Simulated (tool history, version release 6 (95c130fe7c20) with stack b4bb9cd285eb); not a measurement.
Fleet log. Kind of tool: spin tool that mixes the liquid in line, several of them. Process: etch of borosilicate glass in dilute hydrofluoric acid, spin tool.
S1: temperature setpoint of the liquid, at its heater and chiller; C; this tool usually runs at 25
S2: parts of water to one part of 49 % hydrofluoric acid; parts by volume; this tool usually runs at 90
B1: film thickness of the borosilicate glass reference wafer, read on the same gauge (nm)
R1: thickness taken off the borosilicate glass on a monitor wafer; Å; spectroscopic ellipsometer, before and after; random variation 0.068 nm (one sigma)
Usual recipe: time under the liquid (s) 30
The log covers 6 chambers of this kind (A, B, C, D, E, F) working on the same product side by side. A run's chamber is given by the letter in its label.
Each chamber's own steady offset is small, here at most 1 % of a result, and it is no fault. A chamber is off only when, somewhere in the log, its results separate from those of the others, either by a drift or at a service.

run 1E hour=5.9 | S1=25 S2=90 time_under_the_liquid_(s)=30 | B1=99.992 | R1=82.994
run 2F hour=17.8 | S1=25 S2=90 time_under_the_liquid_(s)=30 | B1=100.01 | R1=84.156
run 3C hour=28.1 | S1=25 S2=90 time_under_the_liquid_(s)=30 | B1=100.01 | R1=81.876
run 4B hour=33.3 | S1=25 S2=90 time_under_the_liquid_(s)=30 | B1=99.977 | R1=81.547
run 5D hour=44.1 | S1=25 S2=90 time_under_the_liquid_(s)=30 | B1=100.01 | R1=81.666
run 6A hour=51.4 | S1=25 S2=70 time_under_the_liquid_(s)=30 | B1=99.963 | R1=108.01
run 7C hour=59.6 | S1=25 S2=70 time_under_the_liquid_(s)=30 | B1=99.973 | R1=108.73
run 8E hour=66.8 | S1=25 S2=70 time_under_the_liquid_(s)=30 | B1=99.998 | R1=111.03
run 9F hour=74.6 | S1=25 S2=70 time_under_the_liquid_(s)=30 | B1=100.03 | R1=109.64
run 10A hour=85.3 | S1=25 S2=70 time_under_the_liquid_(s)=30 | B1=99.994 | R1=110
run 11D hour=92.7 | S1=25 S2=70 time_under_the_liquid_(s)=30 | B1=100 | R1=106.02
run 12B hour=104 | S1=25 S2=90 time_under_the_liquid_(s)=30 | B1=100.01 | R1=82.075
-- hour=106.4 chamber D: thermometer replaced
run 13F hour=109.8 | S1=25 S2=90 time_under_the_liquid_(s)=30 | B1=100 | R1=83.384
-- hour=117.8 chamber C: hydrofluoric acid flow meter replaced
run 14A hour=118.7 | S1=25 S2=90 time_under_the_liquid_(s)=30 | B1=100.01 | R1=82.713
run 15D hour=124.4 | S1=25 S2=90 time_under_the_liquid_(s)=30 | B1=99.996 | R1=84.396
run 16E hour=131.2 | S1=25 S2=90 time_under_the_liquid_(s)=15 | B1=100.01 | R1=41.814
run 17C hour=137.5 | S1=25 S2=90 time_under_the_liquid_(s)=15 | B1=100.01 | R1=41.118
-- hour=138.9 chamber A: hydrofluoric acid flow meter replaced
run 18B hour=143.6 | S1=25 S2=90 time_under_the_liquid_(s)=15 | B1=100 | R1=41.114
run 19A hour=150.4 | S1=25 S2=90 time_under_the_liquid_(s)=15 | B1=99.995 | R1=41.096
run 20E hour=156.6 | S1=25 S2=90 time_under_the_liquid_(s)=15 | B1=100.01 | R1=41.393
-- hour=158.8 chamber F: hydrofluoric acid flow meter replaced
run 21F hour=163.9 | S1=25 S2=90 time_under_the_liquid_(s)=15 | B1=100.02 | R1=41.008
run 22D hour=171.3 | S1=25 S2=90 time_under_the_liquid_(s)=30 | B1=99.983 | R1=82.899
run 23C hour=177.6 | S1=25 S2=90 time_under_the_liquid_(s)=30 | B1=99.963 | R1=82.738
run 24B hour=183.1 | S1=25 S2=90 time_under_the_liquid_(s)=30 | B1=99.973 | R1=82.465
run 25F hour=188.5 | S1=25 S2=90 time_under_the_liquid_(s)=30 | B1=99.982 | R1=82.321
run 26A hour=193.9 | S1=25 S2=90 time_under_the_liquid_(s)=30 | B1=100.01 | R1=82.512
run 27B hour=200.7 | S1=29.5 S2=90 time_under_the_liquid_(s)=15 | B1=99.999 | R1=49.006
run 28C hour=207.7 | S1=29.5 S2=90 time_under_the_liquid_(s)=15 | B1=100.02 | R1=48.781
run 29E hour=218.6 | S1=29.5 S2=90 time_under_the_liquid_(s)=15 | B1=99.989 | R1=48.847
-- hour=226.3 chamber E: hydrofluoric acid flow meter replaced
run 30D hour=226.6 | S1=29.5 S2=90 time_under_the_liquid_(s)=15 | B1=100.02 | R1=49.318
run 31B hour=238.3 | S1=29.5 S2=90 time_under_the_liquid_(s)=15 | B1=100.01 | R1=49.872
run 32E hour=248.2 | S1=29.5 S2=90 time_under_the_liquid_(s)=15 | B1=100.01 | R1=49.397
run 33D hour=257 | S1=25 S2=90 time_under_the_liquid_(s)=30 | B1=100 | R1=82.486
-- hour=264 chamber D: hydrofluoric acid flow meter replaced
run 34F hour=268.8 | S1=25 S2=90 time_under_the_liquid_(s)=30 | B1=100.02 | R1=80.109
run 35A hour=277.7 | S1=25 S2=90 time_under_the_liquid_(s)=30 | B1=99.986 | R1=81.82
run 36C hour=289 | S1=25 S2=130 time_under_the_liquid_(s)=15 | B1=99.99 | R1=27.399
run 37D hour=297.1 | S1=25 S2=130 time_under_the_liquid_(s)=15 | B1=99.997 | R1=27.288
run 38A hour=305.2 | S1=25 S2=130 time_under_the_liquid_(s)=15 | B1=100.01 | R1=27.145
run 39E hour=314.3 | S1=25 S2=130 time_under_the_liquid_(s)=15 | B1=99.995 | R1=27.533
run 40C hour=320.8 | S1=25 S2=130 time_under_the_liquid_(s)=15 | B1=100.01 | R1=27.104
run 41F hour=327.5 | S1=25 S2=130 time_under_the_liquid_(s)=15 | B1=99.986 | R1=25.981
run 42B hour=336.7 | S1=25 S2=90 time_under_the_liquid_(s)=30 | B1=100.03 | R1=83.5
run 43F hour=345.6 | S1=25 S2=90 time_under_the_liquid_(s)=30 | B1=99.993 | R1=76.834
run 44A hour=357.1 | S1=25 S2=90 time_under_the_liquid_(s)=30 | B1=100.04 | R1=82.31

All chambers now run identical settings, listed one chamber a line with results as question marks. What results will each chamber show?
run 45A hour=365.6 | S1=27 S2=90 time_under_the_liquid_(s)=30 | R1=?
run 45B hour=365.6 | S1=27 S2=90 time_under_the_liquid_(s)=30 | R1=?
run 45C hour=365.6 | S1=27 S2=90 time_under_the_liquid_(s)=30 | R1=?
run 45D hour=365.6 | S1=27 S2=90 time_under_the_liquid_(s)=30 | R1=?
run 45E hour=365.6 | S1=27 S2=90 time_under_the_liquid_(s)=30 | R1=?
run 45F hour=365.6 | S1=27 S2=90 time_under_the_liquid_(s)=30 | R1=?

run=45A R1=88.622
run=45B R1=88.595
run=45C R1=90.469
run=45D R1=89.347
run=45E R1=90.514
run=45F R1=83.907
